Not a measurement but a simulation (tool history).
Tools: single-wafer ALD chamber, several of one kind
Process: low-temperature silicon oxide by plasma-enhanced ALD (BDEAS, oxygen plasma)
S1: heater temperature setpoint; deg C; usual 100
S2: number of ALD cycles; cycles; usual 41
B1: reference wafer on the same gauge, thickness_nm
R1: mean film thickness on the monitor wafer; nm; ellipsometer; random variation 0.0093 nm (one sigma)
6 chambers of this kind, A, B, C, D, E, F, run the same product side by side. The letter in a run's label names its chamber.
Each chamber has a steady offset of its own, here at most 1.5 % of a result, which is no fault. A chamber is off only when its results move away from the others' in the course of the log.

run	hour	S1	S2	B1	R1
1B	7.5	100	41	6.9974	5.8434
2E	15.2	100	41	6.9990	5.8750
3F	27.5	100	41	6.9959	5.9104
4D	37.8	100	41	6.9980	5.8715
5C	45.9	100	41	6.9961	5.9217
6A	58.6	100	41	6.9927	5.8540
7A	68.8	100	41	6.9926	5.8518
8E	78.4	100	41	6.9906	5.8757
9B	92.8	89	41	6.9880	6.0660
10C	103.2	89	41	6.9852	6.1377
11F	109.9	89	41	6.9871	6.1478
12D	118.1	89	41	6.9862	6.1153
13E	127.0	89	41	6.9835	6.0910
14C	137.3	89	41	6.9812	6.1379
15F	145.9	95	34	6.9818	4.9844
16B	156.2	95	34	6.9816	4.9356
17A	164.1	95	34	6.9802	4.9266
18D	175.3	95	34	6.9800	4.9590
19E	186.6	95	34	6.9771	4.9471
20B	198.1	95	34	6.9759	4.9183
21F	211.6	105	34	6.9722	4.8432
22D	221.5	105	34	6.9737	4.8076
23C	233.7	105	34	6.9726	4.8392
24A	242.5	105	34	6.9719	4.7933
25B	251.7	105	34	6.9667	4.7845
26F	258.8	105	34	6.9695	4.8495
27E	270.3	100	41	6.9664	5.8597
# hour 275.0: chamber B: thermocouple changed; heater temperature recalibrated
28A	281.7	100	41	6.9658	5.8015
29C	290.9	100	41	6.9679	5.8725
30D	298.0	100	41	6.9638	5.8429
31C	307.8	100	41	6.9590	5.8686
32A	319.9	100	41	6.9616	5.8147
33B	332.6	100	41	6.9581	5.8249
34E	345.1	100	41	6.9573	5.8403
35D	352.6	100	41	6.9566	5.8592
# hour 360.6: chamber F: thermocouple changed; heater temperature recalibrated
36F	362.8	100	36	6.9540	5.1572

Is one chamber off against the others, does the gauge drift, or is nothing wrong? If a chamber is off, say which, and what the likeliest cause is.

The gauge drifts, so all chambers seem to drift together. No chamber is off.
Cause: gauge reads low (%) = 0.652.
